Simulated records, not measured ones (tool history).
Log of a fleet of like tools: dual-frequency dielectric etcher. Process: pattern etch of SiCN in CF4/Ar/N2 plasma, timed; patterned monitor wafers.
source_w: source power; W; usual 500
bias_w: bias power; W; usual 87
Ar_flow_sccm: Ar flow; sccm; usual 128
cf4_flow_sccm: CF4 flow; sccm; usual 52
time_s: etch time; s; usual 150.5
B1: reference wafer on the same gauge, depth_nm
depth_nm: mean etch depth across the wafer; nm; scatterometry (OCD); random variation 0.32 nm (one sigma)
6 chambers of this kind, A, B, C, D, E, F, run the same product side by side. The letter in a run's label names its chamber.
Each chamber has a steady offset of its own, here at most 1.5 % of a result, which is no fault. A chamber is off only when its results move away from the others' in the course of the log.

{"run": "1B", "hour": 5.1, "source_w": 500, "bias_w": 87, "Ar_flow_sccm": 128, "cf4_flow_sccm": 52, "time_s": 150.5, "B1": 158.08, "depth_nm": 140.53}
{"run": "2D", "hour": 10.7, "source_w": 500, "bias_w": 87, "Ar_flow_sccm": 128, "cf4_flow_sccm": 52, "time_s": 150.5, "B1": 157.98, "depth_nm": 140.79}
{"run": "3F", "hour": 15.2, "source_w": 500, "bias_w": 87, "Ar_flow_sccm": 128, "cf4_flow_sccm": 52, "time_s": 150.5, "B1": 158.04, "depth_nm": 141.81}
{"run": "4E", "hour": 19.0, "source_w": 500, "bias_w": 87, "Ar_flow_sccm": 128, "cf4_flow_sccm": 52, "time_s": 150.5, "B1": 158, "depth_nm": 138.94}
{"run": "5C", "hour": 23.9, "source_w": 500, "bias_w": 87, "Ar_flow_sccm": 128, "cf4_flow_sccm": 52, "time_s": 150.5, "B1": 158.01, "depth_nm": 139.27}
{"run": "6A", "hour": 27.9, "source_w": 500, "bias_w": 87, "Ar_flow_sccm": 128, "cf4_flow_sccm": 52, "time_s": 150.5, "B1": 157.98, "depth_nm": 139.19}
{"run": "7B", "hour": 34.6, "source_w": 500, "bias_w": 87, "Ar_flow_sccm": 128, "cf4_flow_sccm": 52, "time_s": 135, "B1": 158.09, "depth_nm": 126.19}
{"run": "8C", "hour": 41.4, "source_w": 500, "bias_w": 87, "Ar_flow_sccm": 128, "cf4_flow_sccm": 52, "time_s": 135, "B1": 158.14, "depth_nm": 125.17}
{"hour": 41.5, "done": "chamber E: bias power generator calibrated"}
{"hour": 44.3, "done": "chamber E: wet clean of the chamber"}
{"run": "9E", "hour": 46.5, "source_w": 500, "bias_w": 87, "Ar_flow_sccm": 128, "cf4_flow_sccm": 52, "time_s": 135, "B1": 157.96, "depth_nm": 124.84}
{"run": "10A", "hour": 50.5, "source_w": 500, "bias_w": 87, "Ar_flow_sccm": 128, "cf4_flow_sccm": 52, "time_s": 135, "B1": 157.95, "depth_nm": 124.86}
{"run": "11D", "hour": 57.5, "source_w": 500, "bias_w": 87, "Ar_flow_sccm": 128, "cf4_flow_sccm": 52, "time_s": 135, "B1": 157.98, "depth_nm": 125.44}
{"run": "12F", "hour": 63.2, "source_w": 500, "bias_w": 87, "Ar_flow_sccm": 128, "cf4_flow_sccm": 52, "time_s": 135, "B1": 157.9, "depth_nm": 127.91}
{"hour": 63.5, "done": "chamber C: wet clean of the chamber"}
{"run": "13A", "hour": 66.6, "source_w": 500, "bias_w": 87, "Ar_flow_sccm": 128, "cf4_flow_sccm": 52, "time_s": 150.5, "B1": 157.95, "depth_nm": 139.46}
{"run": "14D", "hour": 71.4, "source_w": 500, "bias_w": 87, "Ar_flow_sccm": 128, "cf4_flow_sccm": 52, "time_s": 150.5, "B1": 158.08, "depth_nm": 140.28}
{"run": "15C", "hour": 78.3, "source_w": 500, "bias_w": 87, "Ar_flow_sccm": 128, "cf4_flow_sccm": 52, "time_s": 150.5, "B1": 157.99, "depth_nm": 139.5}
{"run": "16F", "hour": 83.2, "source_w": 500, "bias_w": 87, "Ar_flow_sccm": 128, "cf4_flow_sccm": 52, "time_s": 150.5, "B1": 157.98, "depth_nm": 141.74}
{"run": "17B", "hour": 88.4, "source_w": 500, "bias_w": 87, "Ar_flow_sccm": 128, "cf4_flow_sccm": 52, "time_s": 150.5, "B1": 158, "depth_nm": 140.11}
{"run": "18E", "hour": 91.9, "source_w": 500, "bias_w": 87, "Ar_flow_sccm": 128, "cf4_flow_sccm": 61, "time_s": 108.5, "B1": 157.9, "depth_nm": 102.37}
{"run": "19D", "hour": 96.5, "source_w": 500, "bias_w": 87, "Ar_flow_sccm": 128, "cf4_flow_sccm": 61, "time_s": 108.5, "B1": 158.03, "depth_nm": 103.65}
{"run": "20F", "hour": 100.7, "source_w": 500, "bias_w": 87, "Ar_flow_sccm": 128, "cf4_flow_sccm": 61, "time_s": 108.5, "B1": 158.02, "depth_nm": 104.5}
{"run": "21E", "hour": 104.2, "source_w": 500, "bias_w": 87, "Ar_flow_sccm": 128, "cf4_flow_sccm": 61, "time_s": 108.5, "B1": 157.96, "depth_nm": 102.13}
{"run": "22C", "hour": 107.6, "source_w": 500, "bias_w": 87, "Ar_flow_sccm": 128, "cf4_flow_sccm": 61, "time_s": 108.5, "B1": 157.99, "depth_nm": 103.02}
{"run": "23B", "hour": 114.6, "source_w": 500, "bias_w": 87, "Ar_flow_sccm": 128, "cf4_flow_sccm": 61, "time_s": 108.5, "B1": 158.06, "depth_nm": 103.29}
{"run": "24A", "hour": 120.4, "source_w": 500, "bias_w": 87, "Ar_flow_sccm": 128, "cf4_flow_sccm": 52, "time_s": 150.5, "B1": 158, "depth_nm": 139.08}
{"run": "25E", "hour": 125.2, "source_w": 500, "bias_w": 87, "Ar_flow_sccm": 128, "cf4_flow_sccm": 52, "time_s": 150.5, "B1": 158, "depth_nm": 138.87}
{"hour": 126.8, "done": "chamber D: wet clean of the chamber"}
{"run": "26A", "hour": 128.9, "source_w": 500, "bias_w": 87, "Ar_flow_sccm": 128, "cf4_flow_sccm": 52, "time_s": 150.5, "B1": 157.98, "depth_nm": 139.36}
{"run": "27F", "hour": 132.7, "source_w": 500, "bias_w": 87, "Ar_flow_sccm": 128, "cf4_flow_sccm": 52, "time_s": 150.5, "B1": 157.98, "depth_nm": 141.5}
{"run": "28C", "hour": 139.3, "source_w": 620, "bias_w": 87, "Ar_flow_sccm": 128, "cf4_flow_sccm": 42, "time_s": 150.5, "B1": 158.06, "depth_nm": 161.04}
{"run": "29D", "hour": 143.5, "source_w": 620, "bias_w": 87, "Ar_flow_sccm": 128, "cf4_flow_sccm": 42, "time_s": 150.5, "B1": 157.89, "depth_nm": 166.52}
{"run": "30B", "hour": 149.2, "source_w": 620, "bias_w": 87, "Ar_flow_sccm": 128, "cf4_flow_sccm": 42, "time_s": 150.5, "B1": 157.99, "depth_nm": 163}
{"run": "31E", "hour": 156.2, "source_w": 620, "bias_w": 87, "Ar_flow_sccm": 128, "cf4_flow_sccm": 42, "time_s": 150.5, "B1": 158.05, "depth_nm": 161.59}
{"run": "32D", "hour": 161.2, "source_w": 620, "bias_w": 87, "Ar_flow_sccm": 128, "cf4_flow_sccm": 42, "time_s": 150.5, "B1": 157.98, "depth_nm": 167.56}
{"run": "33A", "hour": 168.0, "source_w": 620, "bias_w": 87, "Ar_flow_sccm": 128, "cf4_flow_sccm": 42, "time_s": 150.5, "B1": 158, "depth_nm": 162.52}
{"run": "34C", "hour": 172.2, "source_w": 400, "bias_w": 87, "Ar_flow_sccm": 128, "cf4_flow_sccm": 52, "time_s": 150.5, "B1": 157.96, "depth_nm": 115.7}
{"run": "35B", "hour": 178.9, "source_w": 400, "bias_w": 87, "Ar_flow_sccm": 128, "cf4_flow_sccm": 52, "time_s": 150.5, "B1": 158.1, "depth_nm": 115.36}
{"run": "36F", "hour": 185.1, "source_w": 400, "bias_w": 87, "Ar_flow_sccm": 128, "cf4_flow_sccm": 52, "time_s": 150.5, "B1": 157.99, "depth_nm": 116.94}
{"run": "37D", "hour": 192.2, "source_w": 400, "bias_w": 87, "Ar_flow_sccm": 128, "cf4_flow_sccm": 52, "time_s": 150.5, "B1": 158, "depth_nm": 118.79}
{"run": "38C", "hour": 196.7, "source_w": 400, "bias_w": 87, "Ar_flow_sccm": 128, "cf4_flow_sccm": 52, "time_s": 150.5, "B1": 157.94, "depth_nm": 115.2}
{"hour": 198.6, "done": "chamber E: Ar flow controller replaced"}
{"run": "39E", "hour": 202.2, "source_w": 400, "bias_w": 87, "Ar_flow_sccm": 128, "cf4_flow_sccm": 52, "time_s": 150.5, "B1": 157.94, "depth_nm": 113.96}

What goes on in this fleet: one chamber off, a drifting gauge, or nothing beyond the chambers' own small offsets? Name the chamber and the cause, if any.

A service left chamber D off against the others.
Cause: etch rate over this chamber's usual, % = 2.44.

Here are 4 candidates for chamber D's next run, each the usual settings with a change, their results left as question marks. Which one brings its results back in line with what the others give on the usual settings?
In line means no further than this from the other chambers' mean on the usual settings: depth_nm 1.1 nm
{"run": "40D-1", "hour": 207.4, "source_w": 510, "bias_w": 87, "Ar_flow_sccm": 128, "cf4_flow_sccm": 52, "time_s": 156, "depth_nm": "?"}
{"run": "40D-2", "hour": 207.4, "source_w": 500, "bias_w": 87, "Ar_flow_sccm": 129, "cf4_flow_sccm": 52, "time_s": 142.5, "depth_nm": "?"}
{"run": "40D-3", "hour": 207.4, "source_w": 500, "bias_w": 87, "Ar_flow_sccm": 128, "cf4_flow_sccm": 61, "time_s": 150.5, "depth_nm": "?"}
{"run": "40D-4", "hour": 207.4, "source_w": 500, "bias_w": 87, "Ar_flow_sccm": 150, "cf4_flow_sccm": 52, "time_s": 150.5, "depth_nm": "?"}

The other chambers' mean on the usual settings: depth_nm 139.84 nm
run=40D-1 depth_nm=151.56
run=40D-2 depth_nm=135.96
run=40D-3 depth_nm=147.38
run=40D-4 depth_nm=140.26
40D-4 brings the chamber back in line.
